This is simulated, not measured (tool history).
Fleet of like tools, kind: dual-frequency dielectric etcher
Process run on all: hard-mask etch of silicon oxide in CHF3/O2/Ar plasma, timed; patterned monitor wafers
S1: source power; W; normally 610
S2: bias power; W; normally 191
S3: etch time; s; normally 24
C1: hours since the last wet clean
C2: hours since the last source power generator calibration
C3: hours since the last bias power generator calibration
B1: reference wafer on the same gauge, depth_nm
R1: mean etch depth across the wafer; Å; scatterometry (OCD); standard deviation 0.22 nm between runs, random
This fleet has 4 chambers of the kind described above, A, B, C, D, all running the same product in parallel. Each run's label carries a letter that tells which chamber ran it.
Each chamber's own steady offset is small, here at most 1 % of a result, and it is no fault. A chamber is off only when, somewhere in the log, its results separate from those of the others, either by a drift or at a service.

run   hour   S1   S2    S3     C1      C2      C3      B1      R1
 1A    9.7  610  191    24   67.4    1600  2060.8  54.868  491.82
      17.7  -- chamber D: wet clean of the chamber
 2B   19.1  610  191    24  496.9  4415.1   748.7   54.78  481.27
 3C   23.9  610  191    24  434.9  2887.9  1408.2  54.778  485.77
 4D   33.6  610  191    24   15.9  1378.9  1441.6  54.879  479.88
      38.7  -- chamber C: wet clean of the chamber
 5D   39.3  610  191    24   21.6  1384.6  1447.3  54.764  482.46
        41  -- chamber B: source power generator calibrated
 6A   47.4  610  191    24  105.1  1637.7  2098.5  54.832  487.73
 7C   53.3  610  191    24   14.6  2917.3  1437.6  54.796  488.43
 8B   61.3  610  191    24  539.1    20.3   790.9  54.801  488.99
 9D   65.7  610  191    24     48    1411  1473.7  54.774  482.09
10A   74.7  510  191    24  132.4    1665  2125.8  54.764  455.06
11B   80.2  510  191    24    558    39.2   809.8  54.748  448.18
12C   85.5  510  191    24   46.8  2949.5  1469.8  54.811  458.56
13B   92.8  510  191    24  570.6    51.8   822.4  54.814   452.1
14A  100.4  610  191    24  158.1  1690.7  2151.5  54.826  490.77
15D  105.8  610  191    24   88.1  1451.1  1513.8   54.79  489.35
16C  111.8  610  191    24   73.1  2975.8  1496.1  54.819  489.33
17B  119.8  610  191    24  597.6    78.8   849.4  54.811  483.94
     122.6  -- chamber B: wet clean of the chamber
18A    125  610  191    24  182.7  1715.3  2176.1  54.833  488.38
19D  132.6  610  191    24  114.9  1477.9  1540.6  54.787  487.99
20C  141.8  610  191    24  103.1  3005.8  1526.1   54.81  487.74
21C  149.8  610  191    24  111.1  3013.8  1534.1  54.826  491.48
22D  156.5  610  191    24  138.8  1501.8  1564.5  54.818     487
23B  166.1  560  213    24   43.6   125.1   895.7  54.779  474.65
24A  171.5  560  213    24  229.2  1761.8  2222.6  54.726  493.43
25B  177.3  560  213    24   54.8   136.3   906.9  54.796  472.98
26C  182.2  560  213    24  143.5  3046.2  1566.5    54.8  489.51
27D  189.5  610  191    24  171.8  1534.8  1597.5  54.823  484.22
28A  194.3  610  217  28.5    252  1784.6  2245.4  54.875  611.65
29D  200.2  610  217  28.5  182.5  1545.5  1608.2  54.836  602.82

Predict what each chamber gives when all 4 of them run the settings below next.
30A  207.2  610  191  24                   ?
30B  207.2  610  191  24                   ?
30C  207.2  610  191  24                   ?
30D  207.2  610  191  24                   ?

run      R1
30A  489.58
30B  469.73
30C  488.79
30D  483.22

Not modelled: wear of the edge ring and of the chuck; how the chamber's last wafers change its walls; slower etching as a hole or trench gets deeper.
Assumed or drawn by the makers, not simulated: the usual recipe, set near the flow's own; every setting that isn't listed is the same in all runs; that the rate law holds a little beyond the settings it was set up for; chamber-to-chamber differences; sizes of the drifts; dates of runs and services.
